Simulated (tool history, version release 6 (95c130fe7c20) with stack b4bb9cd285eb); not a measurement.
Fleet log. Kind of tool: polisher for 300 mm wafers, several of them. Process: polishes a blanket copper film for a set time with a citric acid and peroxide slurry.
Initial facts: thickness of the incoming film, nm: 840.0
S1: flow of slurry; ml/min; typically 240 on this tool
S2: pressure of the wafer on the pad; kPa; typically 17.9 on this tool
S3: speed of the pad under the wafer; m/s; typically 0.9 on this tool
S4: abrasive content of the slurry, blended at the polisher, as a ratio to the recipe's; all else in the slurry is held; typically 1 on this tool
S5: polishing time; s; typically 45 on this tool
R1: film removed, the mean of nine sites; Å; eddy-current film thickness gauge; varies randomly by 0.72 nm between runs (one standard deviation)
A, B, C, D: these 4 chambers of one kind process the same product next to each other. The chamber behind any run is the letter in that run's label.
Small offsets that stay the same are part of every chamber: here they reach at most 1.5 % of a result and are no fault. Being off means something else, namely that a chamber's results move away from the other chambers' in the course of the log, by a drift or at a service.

-- hour=0.4 chamber C: worn pad replaced by a new one
run 1D hour=3.6 | S1=240 S2=17.9 S3=0.9 S4=1 S5=45 | R1=701.69
run 2C hour=8.6 | S1=240 S2=17.9 S3=0.9 S4=1 S5=45 | R1=698.75
run 3B hour=12.6 | S1=240 S2=17.9 S3=0.9 S4=1 S5=45 | R1=693.55
run 4A hour=17.7 | S1=240 S2=17.9 S3=0.9 S4=1 S5=45 | R1=700.78
-- hour=19.7 chamber A: worn pad replaced by a new one
-- hour=22.6 chamber B: worn pad replaced by a new one
run 5D hour=22.9 | S1=240 S2=17.9 S3=0.62 S4=1 S5=45 | R1=486.1
run 6C hour=27.1 | S1=240 S2=17.9 S3=0.62 S4=1 S5=45 | R1=474.45
run 7A hour=29.9 | S1=240 S2=17.9 S3=0.62 S4=1 S5=45 | R1=472.22
run 8B hour=33.1 | S1=240 S2=17.9 S3=0.62 S4=1 S5=45 | R1=484.57
-- hour=33.2 chamber D: worn pad replaced by a new one
run 9A hour=38 | S1=240 S2=17.9 S3=0.9 S4=1 S5=45 | R1=689.96
run 10B hour=41.3 | S1=240 S2=17.9 S3=0.9 S4=1 S5=45 | R1=688.41
run 11D hour=46.3 | S1=240 S2=17.9 S3=0.9 S4=1 S5=45 | R1=697.03
-- hour=47.5 chamber C: worn pad replaced by a new one
run 12C hour=50.5 | S1=240 S2=17.9 S3=0.7 S4=1 S5=45 | R1=542.77
run 13B hour=53.4 | S1=240 S2=17.9 S3=0.7 S4=1 S5=45 | R1=542.15
run 14C hour=58.8 | S1=240 S2=17.9 S3=0.7 S4=1 S5=45 | R1=535.86
run 15D hour=61.5 | S1=240 S2=17.9 S3=0.7 S4=1 S5=45 | R1=549.88
-- hour=65.4 chamber B: worn pad replaced by a new one
run 16A hour=66.7 | S1=240 S2=17.9 S3=0.9 S4=1 S5=45 | R1=684.78
-- hour=68.5 chamber A: worn pad replaced by a new one
-- hour=69.2 chamber D: worn pad replaced by a new one
-- hour=70.5 chamber D: slurry blender recalibrated
run 17C hour=71.6 | S1=240 S2=17.9 S3=0.9 S4=1 S5=45 | R1=684.67
run 18A hour=76.6 | S1=240 S2=17.9 S3=0.9 S4=1 S5=45 | R1=701.21
-- hour=78.2 chamber B: slurry blender recalibrated
run 19D hour=80.3 | S1=240 S2=17.9 S3=0.9 S4=1 S5=45 | R1=693.01
-- hour=81.6 chamber C: slurry blender recalibrated
run 20B hour=85.7 | S1=240 S2=17.9 S3=0.9 S4=1 S5=45 | R1=688.01
run 21B hour=89.1 | S1=240 S2=17.9 S3=0.9 S4=1 S5=45 | R1=689.43
run 22A hour=91.5 | S1=240 S2=17.9 S3=0.9 S4=1 S5=45 | R1=693.28
run 23D hour=95.9 | S1=240 S2=17.9 S3=0.9 S4=1 S5=45 | R1=696.04
-- hour=100.4 chamber C: worn pad replaced by a new one
run 24C hour=100.7 | S1=240 S2=17.9 S3=0.9 S4=1 S5=45 | R1=684.15
run 25B hour=103.2 | S1=240 S2=17.9 S3=0.9 S4=1 S5=45 | R1=688.82
run 26D hour=107.4 | S1=240 S2=17.9 S3=0.9 S4=1 S5=45 | R1=699.69
-- hour=108.4 chamber D: worn pad replaced by a new one
run 27C hour=110.3 | S1=240 S2=17.9 S3=0.9 S4=1 S5=45 | R1=686.26
run 28A hour=112.7 | S1=240 S2=17.9 S3=0.9 S4=1 S5=45 | R1=690.92
-- hour=115.7 chamber B: worn pad replaced by a new one
-- hour=116.7 chamber A: worn pad replaced by a new one
run 29B hour=117 | S1=240 S2=17.9 S3=0.9 S4=1 S5=45 | R1=692.25
-- hour=117.5 chamber C: slurry nozzle cleaned
run 30A hour=122.4 | S1=240 S2=17.9 S3=0.9 S4=1 S5=45 | R1=681.82
run 31C hour=126 | S1=240 S2=17.9 S3=0.9 S4=1 S5=45 | R1=686.88
run 32D hour=131.3 | S1=240 S2=17.9 S3=0.9 S4=1 S5=45 | R1=700.1

Each of the 4 chambers runs these same settings next. Fill in every chamber's results:
run 33A hour=135.2 | S1=160 S2=17.9 S3=0.9 S4=1 S5=45 | R1=?
run 33B hour=135.2 | S1=160 S2=17.9 S3=0.9 S4=1 S5=45 | R1=?
run 33C hour=135.2 | S1=160 S2=17.9 S3=0.9 S4=1 S5=45 | R1=?
run 33D hour=135.2 | S1=160 S2=17.9 S3=0.9 S4=1 S5=45 | R1=?

run=33A R1=652.61
run=33B R1=663.79
run=33C R1=647.29
run=33D R1=660.36
